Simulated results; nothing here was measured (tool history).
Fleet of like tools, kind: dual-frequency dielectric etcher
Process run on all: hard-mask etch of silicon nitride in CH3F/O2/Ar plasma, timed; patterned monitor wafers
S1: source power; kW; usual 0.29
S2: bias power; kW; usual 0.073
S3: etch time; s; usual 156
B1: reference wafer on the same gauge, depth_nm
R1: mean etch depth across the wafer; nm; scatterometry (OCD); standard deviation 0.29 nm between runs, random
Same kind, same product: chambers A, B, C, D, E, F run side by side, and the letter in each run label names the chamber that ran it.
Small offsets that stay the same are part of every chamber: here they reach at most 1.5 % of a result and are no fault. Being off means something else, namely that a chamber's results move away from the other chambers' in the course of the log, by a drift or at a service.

run,hour,S1,S2,S3,B1,R1
1E,7.4,0.29,0.073,156,114.65,98.248
2B,14.8,0.29,0.073,156,114.69,95.996
3A,24.6,0.29,0.073,156,114.68,97.673
4C,32.7,0.29,0.073,156,114.73,96.079
5F,46.3,0.29,0.073,196,114.7,122.57
6D,55.5,0.29,0.073,196,114.77,122.14
7C,64.5,0.29,0.073,196,114.63,120.53
8B,73.9,0.29,0.073,196,114.71,120.99
9E,90.5,0.29,0.073,196,114.7,123.43
10A,103.5,0.29,0.073,196,114.66,122.35
11D,120.2,0.29,0.073,156,114.69,98.134
12F,134.9,0.29,0.073,156,114.72,97.685
13C,143.9,0.29,0.073,156,114.82,96.139
# hour 144.4: chamber F: wet clean of the chamber
14E,158.2,0.29,0.073,156,114.78,98.898
# hour 159.4: chamber C: wet clean of the chamber
15A,168.8,0.29,0.073,156,114.62,97.735
16D,183.2,0.29,0.073,156,114.68,97.991
17F,197.7,0.33,0.083,156,114.68,107.11
18B,213.6,0.33,0.083,156,114.74,105.45
19B,227.8,0.33,0.083,156,114.72,104.51
20C,238.9,0.33,0.083,156,114.69,102.74
21E,248.8,0.33,0.083,156,114.71,107.45
22F,260.3,0.33,0.083,156,114.73,107.1
# hour 263.2: chamber A: wet clean of the chamber
23D,268.5,0.29,0.073,156,114.74,98.023
# hour 279.6: chamber E: bias power generator calibrated
24A,280,0.29,0.073,156,114.65,98.048
25A,289.4,0.29,0.073,156,114.73,98.006
26C,305.4,0.29,0.073,156,114.62,93.458
# hour 307.8: chamber E: source power generator calibrated
27E,319.9,0.24,0.073,156,114.72,91.19
28D,328.2,0.24,0.073,156,114.75,90.991
# hour 329.4: chamber B: bias power generator calibrated
29F,341.1,0.24,0.073,156,114.63,90.849
# hour 348.7: chamber E: wet clean of the chamber
30B,352.8,0.24,0.073,156,114.71,89.584
# hour 353.2: chamber B: wet clean of the chamber
31E,360.9,0.24,0.073,156,114.76,91.22
# hour 361.1: chamber D: wet clean of the chamber
32D,375.2,0.24,0.073,156,114.7,91.196
33C,390.5,0.29,0.073,156,114.7,93.919
34F,402.3,0.29,0.073,156,114.72,97.892
35A,411.3,0.29,0.073,156,114.72,98.255
36B,421.9,0.26,0.073,156,114.7,92.172

Has any chamber moved away from the others, gradually or after a service, or does the common gauge drift, or do the chambers differ only by their own small steady offsets? State the chamber and the most likely cause if one applies.

Chamber C came out of a service off from its peers and stayed that way.
Likeliest cause: etch rate under this chamber's usual, % = 2.53.

Chamber C could run next with any of the 4 candidate recipes listed below; each alters the usual settings, and their results appear as question marks. Which one brings its results back in line with what the other chambers deliver on the usual settings?
Counts as in line when no further than this from what the other chambers average on the usual settings: R1 1 nm
37C-1,433.8,0.35,0.073,156,,?
37C-2,433.8,0.29,0.073,162.5,,?
37C-3,433.8,0.29,0.072,150.5,,?
37C-4,433.8,0.29,0.072,145.5,,?

Usual-settings mean across the other chambers: R1 97.443 nm
run,R1
37C-1,100.6
37C-2,97.6
37C-3,89.958
37C-4,86.969
The answer is 37C-2, which returns the chamber to within the allowed miss of the others.
